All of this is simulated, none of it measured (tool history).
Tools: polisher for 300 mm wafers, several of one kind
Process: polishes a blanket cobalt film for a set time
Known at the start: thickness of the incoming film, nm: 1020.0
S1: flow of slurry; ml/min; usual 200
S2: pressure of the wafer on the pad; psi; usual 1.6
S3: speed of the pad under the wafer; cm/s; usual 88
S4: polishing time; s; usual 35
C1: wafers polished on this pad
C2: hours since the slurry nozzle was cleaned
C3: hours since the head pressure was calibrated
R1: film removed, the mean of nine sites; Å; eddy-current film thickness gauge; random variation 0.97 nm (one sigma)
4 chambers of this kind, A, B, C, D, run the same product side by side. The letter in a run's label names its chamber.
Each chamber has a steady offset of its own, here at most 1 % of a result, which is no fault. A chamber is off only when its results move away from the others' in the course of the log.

run,hour,S1,S2,S3,S4,C1,C2,C3,R1
1C,8.5,200,1.6,88,35,603,134.1,269.9,1109.4
2B,14.5,200,1.6,88,35,729,227.9,685.9,1104.4
# hour 14.8: chamber C: worn pad replaced by a new one
3A,23.5,200,1.6,88,35,637,561.3,30.8,1103.1
4D,30.4,200,1.6,88,35,708,285.0,68.1,1132.9
5D,38.9,200,2.1,78,35,873,293.5,76.6,1319.9
# hour 40.2: chamber A: worn pad replaced by a new one
# hour 41.7: chamber D: worn pad replaced by a new one
6C,46.4,200,2.1,78,35,614,172.0,307.8,1299.9
7A,53.7,200,2.1,78,35,262,591.5,61.0,1306.1
# hour 61.5: chamber C: worn pad replaced by a new one
8B,64.9,200,2.1,78,35,1707,278.3,736.3,1294.4
9C,73.9,200,1.6,88,35,241,199.5,335.3,1104.5
# hour 78.7: chamber A: worn pad replaced by a new one
10D,85.4,200,1.6,88,35,847,340.0,123.1,1134.0
# hour 86.9: chamber D: worn pad replaced by a new one
11B,95.6,200,1.6,88,35,2303,309.0,767.0,1104.3
12A,103.9,200,1.6,88,35,489,641.7,111.2,1139.5
# hour 110.7: chamber C: worn pad replaced by a new one
13C,114.7,200,1.6,88,35,77,240.3,376.1,1115.7
14B,123.0,200,1.6,88,35,2834,336.4,794.4,1086.4
# hour 123.1: chamber A: worn pad replaced by a new one
15D,133.9,200,1.6,88,35,912,388.5,171.6,1131.3
# hour 134.0: chamber D: worn pad replaced by a new one
# hour 139.5: chamber A: slurry nozzle cleaned
16A,140.8,200,1.6,88,35,344,1.4,148.1,1131.1
17B,150.0,200,1.6,88,35,3358,363.4,821.4,1079.8
# hour 152.0: chamber C: worn pad replaced by a new one
# hour 155.6: chamber C: slurry nozzle cleaned
18C,158.7,200,1.6,88,35,130,3.2,420.1,1134.2
19A,166.9,200,1.6,88,35,850,27.5,174.2,1128.0
# hour 168.2: chamber A: worn pad replaced by a new one
20D,174.7,200,1.6,88,35,790,429.3,212.4,1148.5
# hour 180.7: chamber D: worn pad replaced by a new one
21C,182.8,200,1.6,88,35,598,27.3,444.2,1120.3
22D,194.2,155,1.6,88,35,262,448.8,231.9,1086.8
23B,201.3,155,1.6,88,35,4353,414.7,872.7,983.4
24A,209.1,155,1.6,88,35,794,69.7,216.4,1082.8
# hour 215.5: chamber A: worn pad replaced by a new one
25A,219.4,155,1.6,88,35,76,80.0,226.7,1081.3

Next, every chamber runs the same settings. What will each give?
26A,228.5,200,2.0,88,35,,,,?
26B,228.5,200,2.0,88,35,,,,?
26C,228.5,200,2.0,88,35,,,,?
26D,228.5,200,2.0,88,35,,,,?

run,R1
26A,1407.4
26B,1263.0
26C,1397.3
26D,1404.1

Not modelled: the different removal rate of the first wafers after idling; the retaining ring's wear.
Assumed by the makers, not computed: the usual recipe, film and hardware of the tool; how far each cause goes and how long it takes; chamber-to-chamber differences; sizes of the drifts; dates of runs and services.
